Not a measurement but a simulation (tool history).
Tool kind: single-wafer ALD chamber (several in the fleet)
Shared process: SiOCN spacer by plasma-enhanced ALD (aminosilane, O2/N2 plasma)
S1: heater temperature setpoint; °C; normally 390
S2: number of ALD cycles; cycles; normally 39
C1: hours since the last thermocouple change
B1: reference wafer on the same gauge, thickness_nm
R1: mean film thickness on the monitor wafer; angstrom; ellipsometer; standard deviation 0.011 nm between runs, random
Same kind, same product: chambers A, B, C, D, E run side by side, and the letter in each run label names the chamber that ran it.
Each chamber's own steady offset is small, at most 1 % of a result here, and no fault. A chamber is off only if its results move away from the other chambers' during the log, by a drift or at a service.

{"run": "1B", "day": 0.417, "S1": 390, "S2": 39, "C1": 189.4, "B1": 2.6012, "R1": 23.673}
{"run": "2A", "day": 0.654, "S1": 390, "S2": 39, "C1": 2229.4, "B1": 2.5985, "R1": 23.679}
{"run": "3C", "day": 1.012, "S1": 390, "S2": 39, "C1": 1098.4, "B1": 2.6002, "R1": 23.381}
{"run": "4D", "day": 1.279, "S1": 390, "S2": 39, "C1": 411.3, "B1": 2.5979, "R1": 23.436}
{"run": "5E", "day": 1.721, "S1": 398, "S2": 32, "C1": 992, "B1": 2.6016, "R1": 19.275}
{"run": "6D", "day": 2.038, "S1": 398, "S2": 32, "C1": 429.5, "B1": 2.6003, "R1": 19.329}
{"run": "7B", "day": 2.325, "S1": 398, "S2": 32, "C1": 235.2, "B1": 2.5988, "R1": 19.33}
{"run": "8C", "day": 2.746, "S1": 398, "S2": 32, "C1": 1140, "B1": 2.5996, "R1": 19.339}
{"run": "9E", "day": 3.096, "S1": 398, "S2": 32, "C1": 1025, "B1": 2.6015, "R1": 19.135}
{"run": "10A", "day": 3.325, "S1": 390, "S2": 39, "C1": 2293.5, "B1": 2.6013, "R1": 23.543}
{"run": "11A", "day": 3.608, "S1": 390, "S2": 39, "C1": 2300.3, "B1": 2.6019, "R1": 23.535}
{"run": "12C", "day": 3.846, "S1": 390, "S2": 39, "C1": 1166.4, "B1": 2.6021, "R1": 23.438}
{"run": "13B", "day": 4.104, "S1": 390, "S2": 39, "C1": 277.9, "B1": 2.599, "R1": 23.698}
{"run": "14D", "day": 4.358, "S1": 390, "S2": 39, "C1": 485.2, "B1": 2.6006, "R1": 23.554}
{"run": "15E", "day": 4.783, "S1": 390, "S2": 39, "C1": 1065.5, "B1": 2.5989, "R1": 23.593}
{"run": "16D", "day": 5.012, "S1": 397, "S2": 43, "C1": 500.9, "B1": 2.6008, "R1": 25.883}
{"run": "17E", "day": 5.321, "S1": 397, "S2": 43, "C1": 1078.4, "B1": 2.6034, "R1": 25.739}
{"day": 5.533, "done": "chamber A: thermocouple changed; heater temperature recalibrated"}
{"run": "18A", "day": 5.683, "S1": 397, "S2": 43, "C1": 3.6, "B1": 2.5998, "R1": 26.05}
{"run": "19B", "day": 6.0, "S1": 397, "S2": 43, "C1": 323.4, "B1": 2.5978, "R1": 26.198}
{"run": "20C", "day": 6.45, "S1": 397, "S2": 43, "C1": 1228.9, "B1": 2.5979, "R1": 25.747}
{"run": "21C", "day": 6.946, "S1": 390, "S2": 39, "C1": 1240.8, "B1": 2.6011, "R1": 23.462}
{"run": "22A", "day": 7.304, "S1": 390, "S2": 39, "C1": 42.5, "B1": 2.6001, "R1": 23.684}
{"run": "23D", "day": 7.588, "S1": 390, "S2": 39, "C1": 562.7, "B1": 2.597, "R1": 23.462}
{"run": "24B", "day": 7.867, "S1": 390, "S2": 39, "C1": 368.2, "B1": 2.6003, "R1": 23.649}
{"run": "25E", "day": 8.312, "S1": 390, "S2": 39, "C1": 1150.2, "B1": 2.599, "R1": 23.455}
{"run": "26C", "day": 8.712, "S1": 390, "S2": 39, "C1": 1283.2, "B1": 2.5993, "R1": 23.636}
{"run": "27B", "day": 9.125, "S1": 390, "S2": 39, "C1": 398.4, "B1": 2.5976, "R1": 23.61}
{"run": "28A", "day": 9.567, "S1": 390, "S2": 39, "C1": 96.8, "B1": 2.5998, "R1": 23.488}
{"run": "29D", "day": 9.808, "S1": 390, "S2": 39, "C1": 616, "B1": 2.602, "R1": 23.476}
{"run": "30E", "day": 10.129, "S1": 390, "S2": 39, "C1": 1193.8, "B1": 2.5976, "R1": 23.408}
{"run": "31A", "day": 10.358, "S1": 390, "S2": 39, "C1": 115.8, "B1": 2.6008, "R1": 23.723}
{"run": "32B", "day": 10.7, "S1": 390, "S2": 39, "C1": 436.2, "B1": 2.6018, "R1": 23.766}
{"run": "33E", "day": 11.008, "S1": 390, "S2": 39, "C1": 1214.9, "B1": 2.6006, "R1": 23.397}
{"run": "34D", "day": 11.479, "S1": 390, "S2": 39, "C1": 656.1, "B1": 2.6002, "R1": 23.523}
{"run": "35C", "day": 11.812, "S1": 390, "S2": 39, "C1": 1357.6, "B1": 2.6013, "R1": 23.479}
{"run": "36B", "day": 12.083, "S1": 390, "S2": 39, "C1": 469.4, "B1": 2.599, "R1": 23.617}
{"run": "37E", "day": 12.346, "S1": 390, "S2": 39, "C1": 1247, "B1": 2.5998, "R1": 23.493}
{"run": "38D", "day": 12.688, "S1": 390, "S2": 39, "C1": 685.1, "B1": 2.6009, "R1": 23.408}
{"run": "39A", "day": 13.042, "S1": 390, "S2": 39, "C1": 180.2, "B1": 2.5978, "R1": 23.525}

Is one chamber out of step, is the gauge drifting, or do the chambers differ by no more than their own small offsets? For an off chamber, give its letter and the likeliest cause.

All chambers stay in line apart from their small fixed offsets, and the gauge does not drift.
